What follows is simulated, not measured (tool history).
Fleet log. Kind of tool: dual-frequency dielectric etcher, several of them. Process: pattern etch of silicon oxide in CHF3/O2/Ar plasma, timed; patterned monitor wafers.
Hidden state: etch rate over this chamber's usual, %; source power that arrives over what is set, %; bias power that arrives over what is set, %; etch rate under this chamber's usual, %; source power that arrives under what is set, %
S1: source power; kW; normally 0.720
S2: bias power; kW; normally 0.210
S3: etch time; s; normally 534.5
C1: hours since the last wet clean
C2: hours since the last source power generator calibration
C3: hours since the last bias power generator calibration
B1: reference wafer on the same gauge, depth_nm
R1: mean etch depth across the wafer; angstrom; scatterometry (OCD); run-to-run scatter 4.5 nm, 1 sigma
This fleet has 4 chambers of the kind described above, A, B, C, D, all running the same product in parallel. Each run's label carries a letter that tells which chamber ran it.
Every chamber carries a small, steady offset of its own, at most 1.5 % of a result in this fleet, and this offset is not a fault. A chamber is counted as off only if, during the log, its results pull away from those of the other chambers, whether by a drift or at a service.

run 1B hour=8.4 | S1=0.720 S2=0.210 S3=534.5 | C1=238.7 C2=845.0 C3=1215.6 | B1=1019.6 | R1=11782
-- hour=13.9 chamber D: wet clean of the chamber
run 2C hour=18.9 | S1=0.720 S2=0.210 S3=534.5 | C1=258.7 C2=1501.0 C3=4643.2 | B1=1019.8 | R1=11904
run 3A hour=27.7 | S1=0.720 S2=0.210 S3=534.5 | C1=182.2 C2=3103.1 C3=911.8 | B1=1020.3 | R1=11879
run 4D hour=36.4 | S1=0.720 S2=0.210 S3=534.5 | C1=22.5 C2=719.1 C3=1721.1 | B1=1020.0 | R1=11852
run 5A hour=43.8 | S1=0.720 S2=0.210 S3=534.5 | C1=198.3 C2=3119.2 C3=927.9 | B1=1019.9 | R1=11982
run 6C hour=51.7 | S1=0.720 S2=0.210 S3=534.5 | C1=291.5 C2=1533.8 C3=4676.0 | B1=1018.7 | R1=11938
run 7D hour=63.7 | S1=0.720 S2=0.210 S3=534.5 | C1=49.8 C2=746.4 C3=1748.4 | B1=1020.5 | R1=11998
-- hour=66.1 chamber C: bias power generator calibrated
run 8B hour=73.4 | S1=0.720 S2=0.210 S3=534.5 | C1=303.7 C2=910.0 C3=1280.6 | B1=1019.4 | R1=11782
run 9A hour=85.6 | S1=0.720 S2=0.210 S3=534.5 | C1=240.1 C2=3161.0 C3=969.7 | B1=1020.4 | R1=11974
run 10D hour=94.4 | S1=0.720 S2=0.210 S3=534.5 | C1=80.5 C2=777.1 C3=1779.1 | B1=1019.9 | R1=11938
run 11B hour=104.1 | S1=0.720 S2=0.210 S3=534.5 | C1=334.4 C2=940.7 C3=1311.3 | B1=1019.3 | R1=11768
run 12C hour=120.0 | S1=0.720 S2=0.210 S3=534.5 | C1=359.8 C2=1602.1 C3=53.9 | B1=1020.0 | R1=11901
run 13D hour=130.6 | S1=0.720 S2=0.210 S3=534.5 | C1=116.7 C2=813.3 C3=1815.3 | B1=1020.0 | R1=12035
-- hour=134.8 chamber C: wet clean of the chamber
-- hour=141.4 chamber B: wet clean of the chamber
run 14A hour=142.0 | S1=0.720 S2=0.210 S3=534.5 | C1=296.5 C2=3217.4 C3=1026.1 | B1=1020.0 | R1=11973
run 15C hour=154.8 | S1=0.720 S2=0.210 S3=534.5 | C1=20.0 C2=1636.9 C3=88.7 | B1=1019.4 | R1=11944
run 16B hour=165.7 | S1=0.720 S2=0.210 S3=534.5 | C1=24.4 C2=1002.3 C3=1372.9 | B1=1020.1 | R1=11213
run 17D hour=172.9 | S1=0.720 S2=0.210 S3=534.5 | C1=159.0 C2=855.6 C3=1857.6 | B1=1019.9 | R1=12034
run 18C hour=180.2 | S1=0.570 S2=0.245 S3=534.5 | C1=45.4 C2=1662.3 C3=114.1 | B1=1020.9 | R1=11529
run 19B hour=190.9 | S1=0.570 S2=0.245 S3=534.5 | C1=49.6 C2=1027.5 C3=1398.1 | B1=1020.9 | R1=10742
run 20A hour=202.2 | S1=0.570 S2=0.245 S3=534.5 | C1=356.7 C2=3277.6 C3=1086.3 | B1=1020.4 | R1=11539
run 21D hour=215.1 | S1=0.570 S2=0.245 S3=534.5 | C1=201.2 C2=897.8 C3=1899.8 | B1=1019.7 | R1=11554
run 22A hour=223.7 | S1=0.720 S2=0.210 S3=534.5 | C1=378.2 C2=3299.1 C3=1107.8 | B1=1019.3 | R1=11884
run 23B hour=231.4 | S1=0.720 S2=0.210 S3=534.5 | C1=90.1 C2=1068.0 C3=1438.6 | B1=1019.2 | R1=11130
run 24C hour=239.1 | S1=0.720 S2=0.210 S3=534.5 | C1=104.3 C2=1721.2 C3=173.0 | B1=1019.1 | R1=12026
run 25B hour=247.0 | S1=0.720 S2=0.210 S3=534.5 | C1=105.7 C2=1083.6 C3=1454.2 | B1=1019.6 | R1=11154
run 26A hour=257.0 | S1=0.720 S2=0.210 S3=534.5 | C1=411.5 C2=3332.4 C3=1141.1 | B1=1019.7 | R1=11913
run 27C hour=269.7 | S1=0.720 S2=0.210 S3=534.5 | C1=134.9 C2=1751.8 C3=203.6 | B1=1019.1 | R1=11896
run 28D hour=277.1 | S1=0.720 S2=0.210 S3=534.5 | C1=263.2 C2=959.8 C3=1961.8 | B1=1020.1 | R1=11980
run 29D hour=292.2 | S1=0.720 S2=0.210 S3=534.5 | C1=278.3 C2=974.9 C3=1976.9 | B1=1019.5 | R1=12000
run 30C hour=306.7 | S1=0.720 S2=0.210 S3=534.5 | C1=171.9 C2=1788.8 C3=240.6 | B1=1020.5 | R1=11938
run 31A hour=322.5 | S1=0.560 S2=0.232 S3=534.5 | C1=477.0 C2=3397.9 C3=1206.6 | B1=1020.5 | R1=11223
run 32B hour=330.1 | S1=0.560 S2=0.232 S3=534.5 | C1=188.8 C2=1166.7 C3=1537.3 | B1=1020.4 | R1=10497
run 33A hour=340.7 | S1=0.560 S2=0.232 S3=534.5 | C1=495.2 C2=3416.1 C3=1224.8 | B1=1019.7 | R1=11179
run 34B hour=350.5 | S1=0.560 S2=0.232 S3=534.5 | C1=209.2 C2=1187.1 C3=1557.7 | B1=1020.0 | R1=10574

Predict what each chamber gives when all 4 of them run the settings below next.
run 35A hour=362.2 | S1=0.820 S2=0.210 S3=534.5 | R1=?
run 35B hour=362.2 | S1=0.820 S2=0.210 S3=534.5 | R1=?
run 35C hour=362.2 | S1=0.820 S2=0.210 S3=534.5 | R1=?
run 35D hour=362.2 | S1=0.820 S2=0.210 S3=534.5 | R1=?

run=35A R1=12641
run=35B R1=11710
run=35C R1=12510
run=35D R1=12498
